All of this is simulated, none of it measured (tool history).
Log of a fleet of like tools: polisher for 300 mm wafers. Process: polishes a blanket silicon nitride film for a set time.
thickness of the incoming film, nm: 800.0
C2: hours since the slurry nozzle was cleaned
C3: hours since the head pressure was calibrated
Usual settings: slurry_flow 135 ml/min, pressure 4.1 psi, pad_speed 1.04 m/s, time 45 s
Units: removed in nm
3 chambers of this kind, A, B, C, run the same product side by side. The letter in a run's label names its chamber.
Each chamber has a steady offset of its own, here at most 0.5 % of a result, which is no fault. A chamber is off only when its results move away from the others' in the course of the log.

Run 1B, day 0.333: usual settings; wafers polished on this pad 701; C2 524.9; C3 127.6. Result: removed 80.845 nm.
At day 0.500: chamber B: worn pad replaced by a new one.
Run 2A, day 0.512: usual settings; wafers polished on this pad 570; C2 19.5; C3 600.1. Result: removed 82.408 nm.
Run 3C, day 0.721: usual settings; wafers polished on this pad 411; C2 298.1; C3 1211.4. Result: removed 82.906 nm.
Run 4B, day 0.896: usual settings; wafers polished on this pad 82; C2 538.4; C3 141.1. Result: removed 81.464 nm.
Run 5A, day 1.246: usual settings but time 34 s; wafers polished on this pad 724; C2 37.1; C3 617.7. Result: removed 61.931 nm.
At day 1.267: chamber C: head pressure recalibrated.
At day 1.304: chamber B: slurry nozzle cleaned.
Run 6C, day 1.471: usual settings but time 34 s; wafers polished on this pad 568; C2 316.1; C3 5.0. Result: removed 60.696 nm.
Run 7A, day 1.662: usual settings but time 34 s; wafers polished on this pad 811; C2 47.1; C3 627.7. Result: removed 61.457 nm.
Run 8C, day 2.012: usual settings; wafers polished on this pad 682; C2 329.1; C3 18.0. Result: removed 80.194 nm.
Run 9B, day 2.188: usual settings; wafers polished on this pad 353; C2 21.3; C3 172.1. Result: removed 81.835 nm.
Run 10A, day 2.500: usual settings; wafers polished on this pad 987; C2 67.2; C3 647.8. Result: removed 81.157 nm.
At day 2.517: chamber A: worn pad replaced by a new one.
Run 11B, day 2.796: usual settings; wafers polished on this pad 481; C2 35.9; C3 186.7. Result: removed 80.993 nm.
Run 12C, day 3.112: usual settings; wafers polished on this pad 912; C2 355.5; C3 44.4. Result: removed 78.885 nm.
Run 13A, day 3.492: usual settings; wafers polished on this pad 204; C2 91.0; C3 671.6. Result: removed 81.250 nm.
Run 14C, day 3.842: usual settings; wafers polished on this pad 1065; C2 373.0; C3 61.9. Result: removed 78.387 nm.
Run 15B, day 4.142: usual settings; wafers polished on this pad 763; C2 68.2; C3 219.0. Result: removed 82.535 nm.
At day 4.179: chamber B: worn pad replaced by a new one.
Run 16A, day 4.317: usual settings; wafers polished on this pad 377; C2 110.8; C3 691.4. Result: removed 81.964 nm.
Run 17B, day 4.571: usual settings; wafers polished on this pad 82; C2 78.5; C3 229.3. Result: removed 82.895 nm.
Run 18C, day 4.842: usual settings; wafers polished on this pad 1275; C2 397.0; C3 85.9. Result: removed 78.455 nm.
Run 19B, day 5.017: usual settings; wafers polished on this pad 175; C2 89.2; C3 240.0. Result: removed 82.475 nm.
Run 20A, day 5.254: usual settings; wafers polished on this pad 573; C2 133.3; C3 713.9. Result: removed 82.706 nm.
Run 21C, day 5.600: usual settings; wafers polished on this pad 1433; C2 415.2; C3 104.1. Result: removed 77.313 nm.
Run 22A, day 5.812: usual settings; wafers polished on this pad 690; C2 146.7; C3 727.3. Result: removed 81.863 nm.
Run 23C, day 6.158: usual settings; wafers polished on this pad 1550; C2 428.6; C3 117.5. Result: removed 77.509 nm.
Run 24B, day 6.475: usual settings; wafers polished on this pad 481; C2 124.2; C3 275.0. Result: removed 82.352 nm.
Run 25C, day 6.717: usual settings; wafers polished on this pad 1667; C2 442.0; C3 130.9. Result: removed 77.330 nm.
Run 26A, day 6.929: usual settings; wafers polished on this pad 924; C2 173.5; C3 754.1. Result: removed 82.459 nm.
Run 27B, day 7.271: usual settings; wafers polished on this pad 648; C2 143.3; C3 294.1. Result: removed 82.703 nm.
Run 28A, day 7.521: usual settings; wafers polished on this pad 1048; C2 187.7; C3 768.3. Result: removed 81.805 nm.
At day 7.538: chamber A: worn pad replaced by a new one.
At day 7.558: chamber B: worn pad replaced by a new one.
Run 29B, day 7.796: usual settings; wafers polished on this pad 50; C2 155.9; C3 306.7. Result: removed 83.375 nm.
Run 30C, day 8.096: usual settings; wafers polished on this pad 1956; C2 475.1; C3 164.0. Result: removed 75.565 nm.
Run 31A, day 8.358: usual settings; wafers polished on this pad 172; C2 207.8; C3 788.4. Result: removed 82.708 nm.
Run 32B, day 8.575: usual settings; wafers polished on this pad 213; C2 174.6; C3 325.4. Result: removed 83.610 nm.
Run 33C, day 8.767: usual settings; wafers polished on this pad 2097; C2 491.2; C3 180.1. Result: removed 75.666 nm.

What goes on in this fleet: one chamber off, a drifting gauge, or nothing beyond the chambers' own small offsets? Name the chamber and the cause, if any.

Chamber C drifts away from the others.
Cause: removal rate lost through wear of the pad, % = 7.27.
The log may not tell that from: slurry flow missing at the pad, %.

Here are 4 candidates for chamber C's next run, each the usual settings with a change, their results left as question marks. Which one brings its results back in line with what the others give on the usual settings?
In line means no further than this from the other chambers' mean on the usual settings: removed 2.100 nm
Run 34C-1, day 9.042: usual settings but pad_speed 1.00 m/s, time 43 s. Result: removed ?.
Run 34C-2, day 9.042: usual settings but pad_speed 1.00 m/s. Result: removed ?.
Run 34C-3, day 9.042: usual settings but pad_speed 1.14 m/s. Result: removed ?.
Run 34C-4, day 9.042: usual settings but time 47 s. Result: removed ?.

The other chambers' mean on the usual settings: removed 81.849 nm
  run  removed
34C-1   70.162
34C-2   73.426
34C-3   81.665
34C-4   79.172
34C-3 brings the chamber back in line.
